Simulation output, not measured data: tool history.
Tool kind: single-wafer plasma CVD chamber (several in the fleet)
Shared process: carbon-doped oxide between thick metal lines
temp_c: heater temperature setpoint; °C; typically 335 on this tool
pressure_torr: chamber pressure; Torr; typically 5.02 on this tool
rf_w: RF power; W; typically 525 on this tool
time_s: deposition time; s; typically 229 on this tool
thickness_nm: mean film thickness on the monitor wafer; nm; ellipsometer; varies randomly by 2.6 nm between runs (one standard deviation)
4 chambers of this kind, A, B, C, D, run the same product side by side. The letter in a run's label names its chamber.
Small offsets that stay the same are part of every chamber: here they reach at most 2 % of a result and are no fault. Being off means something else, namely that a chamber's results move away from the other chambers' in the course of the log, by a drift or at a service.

run   hour  temp_c  pressure_torr  rf_w  time_s  hours since the last thermocouple change  hours since the last RF generator calibration  hours since the last manometer calibration  read-back reference wafer on the same gauge, thickness_nm  thickness_nm
 1C     11     335           5.02   525     229                                    2165.5                                         1927.1                                         584                                                     1439.6          1243
 2A   26.1     335           5.02   525     229                                    2569.1                                          439.9                                       141.2                                                     1439.2        1225.7
      36.1  -- chamber B: RF generator calibrated
 3D   38.3     335           5.02   525     229                                     423.2                                           52.5                                       463.4                                                     1440.1          1244
 4B   47.5     335           5.02   525     229                                       170                                           11.4                                       909.9                                                     1439.1        1254.5
 5C   55.7     335           5.02   525     229                                    2210.2                                         1971.8                                       628.7                                                       1440          1242
 6B   63.5     335           3.94   420     229                                       186                                           27.4                                       925.9                                                     1439.7        1042.7
 7D   76.5     335           3.94   420     229                                     461.4                                           90.7                                       501.6                                                     1439.5        1029.3
      78.3  -- chamber C: thermocouple changed; heater temperature recalibrated
 8A   84.7     335           3.94   420     229                                    2627.7                                          498.5                                       199.8                                                       1440          1017
 9A   96.3     335           3.94   420     229                                    2639.3                                          510.1                                       211.4                                                     1440.2        1019.4
10C  108.5     335           5.02   525     229                                      30.2                                         2024.6                                       681.5                                                     1440.3        1242.2
11D  120.6     335           5.02   525     229                                     505.5                                          134.8                                       545.7                                                     1440.4        1240.4
12B  136.8     335           5.02   525     229                                     259.3                                          100.7                                       999.2                                                     1439.7        1259.3
13B  151.4     335           5.02   525     229                                     273.9                                          115.3                                      1013.8                                                     1439.7        1262.9
14C  166.3     335           5.02   525     229                                        88                                         2082.4                                       739.3                                                       1440        1239.5
15D  178.7     335           5.02   525     229                                     563.6                                          192.9                                       603.8                                                       1440        1239.3
16A  189.6     335           5.02   525     229                                    2732.6                                          603.4                                       304.7                                                     1440.8        1215.9
17D  205.7     335           5.02   525     229                                     590.6                                          219.9                                       630.8                                                     1440.3        1237.8
18B  213.6     335           5.02   525     229                                     336.1                                          177.5                                        1076                                                     1439.9          1255
19C  228.7     335           5.02   525     229                                     150.4                                         2144.8                                       801.7                                                     1440.8        1241.6
20A  236.7     335           5.02   525     229                                    2779.7                                          650.5                                       351.8                                                     1439.7        1214.4
21A  244.4     335           5.02   525     229                                    2787.4                                          658.2                                       359.5                                                     1439.1        1213.9
22D  256.8     335           5.02   525     229                                     641.7                                            271                                       681.9                                                     1439.6          1246
23B  265.2     335           5.02   525     229                                     387.7                                          229.1                                      1127.6                                                     1439.6        1255.8
24C  275.8     325           5.02   525     229                                     197.5                                         2191.9                                       848.8                                                     1440.1          1281
25C  285.4     325           5.02   525     229                                     207.1                                         2201.5                                       858.4                                                     1439.9        1282.8
26B  300.1     325           5.02   525     229                                     422.6                                            264                                      1162.5                                                     1440.7          1298
27A  311.9     325           5.02   525     229                                    2854.9                                          725.7                                         427                                                     1440.2        1243.7
28D  319.4     335           5.02   525     229                                     704.3                                          333.6                                       744.5                                                     1439.5        1245.7
29A  331.6     335           5.02   525     229                                    2874.6                                          745.4                                       446.7                                                     1440.2        1209.4
30D  341.9     335           5.02   525     229                                     726.8                                          356.1                                         767                                                     1440.4        1234.9
31C  356.6     335           5.02   525     244                                     278.3                                         2272.7                                       929.6                                                     1439.8        1323.3
32B  367.6     335           5.02   525     244                                     490.1                                          331.5                                        1230                                                     1440.8        1343.5
     373.9  -- chamber C: capacitance manometer re-zeroed and calibrated
33A  379.3     335           5.02   525     244                                    2922.3                                          793.1                                       494.4                                                     1439.1        1282.9
34B    395     335           5.02   525     244                                     517.5                                          358.9                                      1257.4                                                     1440.3        1338.9
35C  408.1     335           4.49   525     212                                     329.8                                         2324.2                                        34.3                                                     1440.4        1134.9
36D  416.1     335           4.49   525     212                                       801                                          430.3                                       841.2                                                     1439.8        1129.8
37C  432.4     335           4.49   525     212                                     354.1                                         2348.5                                        58.6                                                     1439.6        1129.5

One chamber off, gauge drift, or nothing amiss beyond the chambers' own small offsets? If it is a chamber, which one, and what is the likeliest cause?

Little by little, chamber A moves away from the other chambers.
What lies behind it: delivered RF power below the setpoint (%) = 2.97.
The log may not tell that from: wafer temperature above the value expected at the setpoint (K).

Which of the 4 candidates below, each the usual settings with something changed and its results left as question marks, puts chamber A back in line with what the other chambers give on the usual settings?
Maximum distance from the other chambers' mean on the usual settings for a result to count as in line: thickness_nm 10 nm
38A-1  444.1     335           5.12   555     229                                                                                                                                                                                                             ?
38A-2  444.1     337           5.02   480     229                                                                                                                                                                                                             ?
38A-3  444.1     335           4.99   515     223                                                                                                                                                                                                             ?
38A-4  444.1     335           5.02   540     240                                                                                                                                                                                                             ?

On the usual settings, the other chambers give on average: thickness_nm 1246.8 nm
  run  thickness_nm
38A-1        1247.1
38A-2        1128.9
38A-3        1155.2
38A-4        1281.1
38A-1 puts the chamber back in line with the other chambers.
